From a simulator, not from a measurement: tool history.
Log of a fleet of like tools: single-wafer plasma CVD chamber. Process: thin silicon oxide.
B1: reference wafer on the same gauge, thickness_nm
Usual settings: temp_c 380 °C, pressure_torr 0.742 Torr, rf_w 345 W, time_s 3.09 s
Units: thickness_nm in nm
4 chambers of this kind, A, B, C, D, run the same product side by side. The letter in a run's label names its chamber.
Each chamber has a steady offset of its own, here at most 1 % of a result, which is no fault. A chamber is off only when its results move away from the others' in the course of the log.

{"run": "1A", "day": 0.254, "temp_c": 380, "pressure_torr": 0.742, "rf_w": 345, "time_s": 3.09, "B1": 5.3925, "thickness_nm": 5.6255}
{"run": "2B", "day": 0.475, "temp_c": 380, "pressure_torr": 0.742, "rf_w": 345, "time_s": 3.09, "B1": 5.3863, "thickness_nm": 5.674}
{"run": "3C", "day": 0.808, "temp_c": 380, "pressure_torr": 0.742, "rf_w": 345, "time_s": 3.09, "B1": 5.3878, "thickness_nm": 5.6159}
{"run": "4D", "day": 1.046, "temp_c": 380, "pressure_torr": 0.742, "rf_w": 345, "time_s": 3.09, "B1": 5.388, "thickness_nm": 5.6771}
{"run": "5C", "day": 1.325, "temp_c": 380, "pressure_torr": 0.899, "rf_w": 345, "time_s": 3.09, "B1": 5.3931, "thickness_nm": 6.6173}
{"run": "6D", "day": 1.658, "temp_c": 380, "pressure_torr": 0.899, "rf_w": 345, "time_s": 3.09, "B1": 5.392, "thickness_nm": 6.754}
{"day": 1.796, "done": "chamber A: thermocouple changed; heater temperature recalibrated"}
{"run": "7A", "day": 1.925, "temp_c": 380, "pressure_torr": 0.899, "rf_w": 345, "time_s": 3.09, "B1": 5.3928, "thickness_nm": 6.6979}
{"run": "8B", "day": 2.088, "temp_c": 380, "pressure_torr": 0.899, "rf_w": 345, "time_s": 3.09, "B1": 5.3851, "thickness_nm": 6.7398}
{"run": "9A", "day": 2.454, "temp_c": 391, "pressure_torr": 0.742, "rf_w": 345, "time_s": 3.64, "B1": 5.3876, "thickness_nm": 6.5574}
{"run": "10B", "day": 2.704, "temp_c": 391, "pressure_torr": 0.742, "rf_w": 345, "time_s": 3.64, "B1": 5.3887, "thickness_nm": 6.6258}
{"day": 2.758, "done": "chamber C: thermocouple changed; heater temperature recalibrated"}
{"run": "11D", "day": 2.983, "temp_c": 391, "pressure_torr": 0.742, "rf_w": 345, "time_s": 3.64, "B1": 5.3935, "thickness_nm": 6.6387}
{"run": "12C", "day": 3.154, "temp_c": 391, "pressure_torr": 0.742, "rf_w": 345, "time_s": 3.64, "B1": 5.3892, "thickness_nm": 6.4709}
{"day": 3.188, "done": "chamber D: capacitance manometer re-zeroed and calibrated"}
{"run": "13B", "day": 3.429, "temp_c": 380, "pressure_torr": 0.742, "rf_w": 345, "time_s": 3.09, "B1": 5.3903, "thickness_nm": 5.6688}
{"run": "14C", "day": 3.704, "temp_c": 380, "pressure_torr": 0.742, "rf_w": 345, "time_s": 3.09, "B1": 5.3911, "thickness_nm": 5.5482}
{"run": "15D", "day": 3.938, "temp_c": 380, "pressure_torr": 0.742, "rf_w": 410, "time_s": 3.09, "B1": 5.3924, "thickness_nm": 6.0144}
{"run": "16A", "day": 4.1, "temp_c": 380, "pressure_torr": 0.742, "rf_w": 410, "time_s": 3.09, "B1": 5.3888, "thickness_nm": 5.9856}
{"run": "17B", "day": 4.267, "temp_c": 380, "pressure_torr": 0.742, "rf_w": 410, "time_s": 3.09, "B1": 5.3885, "thickness_nm": 6.0579}
{"run": "18D", "day": 4.571, "temp_c": 380, "pressure_torr": 0.742, "rf_w": 410, "time_s": 3.09, "B1": 5.3917, "thickness_nm": 6.0283}
{"run": "19C", "day": 4.925, "temp_c": 380, "pressure_torr": 0.742, "rf_w": 345, "time_s": 3.09, "B1": 5.3905, "thickness_nm": 5.5193}
{"run": "20A", "day": 5.112, "temp_c": 380, "pressure_torr": 0.742, "rf_w": 345, "time_s": 3.09, "B1": 5.3861, "thickness_nm": 5.6181}
{"run": "21D", "day": 5.312, "temp_c": 380, "pressure_torr": 0.742, "rf_w": 345, "time_s": 3.09, "B1": 5.3929, "thickness_nm": 5.6679}
{"run": "22A", "day": 5.642, "temp_c": 380, "pressure_torr": 0.742, "rf_w": 345, "time_s": 3.09, "B1": 5.3867, "thickness_nm": 5.6549}
{"run": "23C", "day": 5.988, "temp_c": 380, "pressure_torr": 0.742, "rf_w": 345, "time_s": 3.09, "B1": 5.386, "thickness_nm": 5.5079}
{"run": "24B", "day": 6.167, "temp_c": 380, "pressure_torr": 0.742, "rf_w": 345, "time_s": 3.09, "B1": 5.3946, "thickness_nm": 5.669}
{"run": "25D", "day": 6.342, "temp_c": 375, "pressure_torr": 0.742, "rf_w": 345, "time_s": 3.09, "B1": 5.3886, "thickness_nm": 5.6882}
{"run": "26C", "day": 6.612, "temp_c": 375, "pressure_torr": 0.742, "rf_w": 345, "time_s": 3.09, "B1": 5.3926, "thickness_nm": 5.4994}
{"run": "27A", "day": 6.854, "temp_c": 375, "pressure_torr": 0.742, "rf_w": 345, "time_s": 3.09, "B1": 5.3911, "thickness_nm": 5.6472}
{"run": "28B", "day": 7.079, "temp_c": 375, "pressure_torr": 0.742, "rf_w": 345, "time_s": 3.09, "B1": 5.3906, "thickness_nm": 5.7016}
{"run": "29C", "day": 7.329, "temp_c": 380, "pressure_torr": 0.742, "rf_w": 345, "time_s": 3.09, "B1": 5.3876, "thickness_nm": 5.4614}
{"run": "30D", "day": 7.533, "temp_c": 380, "pressure_torr": 0.742, "rf_w": 345, "time_s": 3.09, "B1": 5.3914, "thickness_nm": 5.6605}
{"day": 7.592, "done": "chamber A: capacitance manometer re-zeroed and calibrated"}
{"run": "31A", "day": 7.775, "temp_c": 380, "pressure_torr": 0.742, "rf_w": 345, "time_s": 3.09, "B1": 5.3919, "thickness_nm": 5.6282}
{"run": "32B", "day": 8.012, "temp_c": 380, "pressure_torr": 0.742, "rf_w": 345, "time_s": 3.09, "B1": 5.3915, "thickness_nm": 5.6595}
{"run": "33D", "day": 8.238, "temp_c": 380, "pressure_torr": 0.742, "rf_w": 345, "time_s": 3.09, "B1": 5.3924, "thickness_nm": 5.638}

All 4 chambers run these settings next. Forecast each chamber's results:
{"run": "34A", "day": 8.504, "temp_c": 380, "pressure_torr": 0.742, "rf_w": 295, "time_s": 3.09, "thickness_nm": "?"}
{"run": "34B", "day": 8.504, "temp_c": 380, "pressure_torr": 0.742, "rf_w": 295, "time_s": 3.09, "thickness_nm": "?"}
{"run": "34C", "day": 8.504, "temp_c": 380, "pressure_torr": 0.742, "rf_w": 295, "time_s": 3.09, "thickness_nm": "?"}
{"run": "34D", "day": 8.504, "temp_c": 380, "pressure_torr": 0.742, "rf_w": 295, "time_s": 3.09, "thickness_nm": "?"}

run=34A thickness_nm=5.2618
run=34B thickness_nm=5.3091
run=34C thickness_nm=5.0937
run=34D thickness_nm=5.3317

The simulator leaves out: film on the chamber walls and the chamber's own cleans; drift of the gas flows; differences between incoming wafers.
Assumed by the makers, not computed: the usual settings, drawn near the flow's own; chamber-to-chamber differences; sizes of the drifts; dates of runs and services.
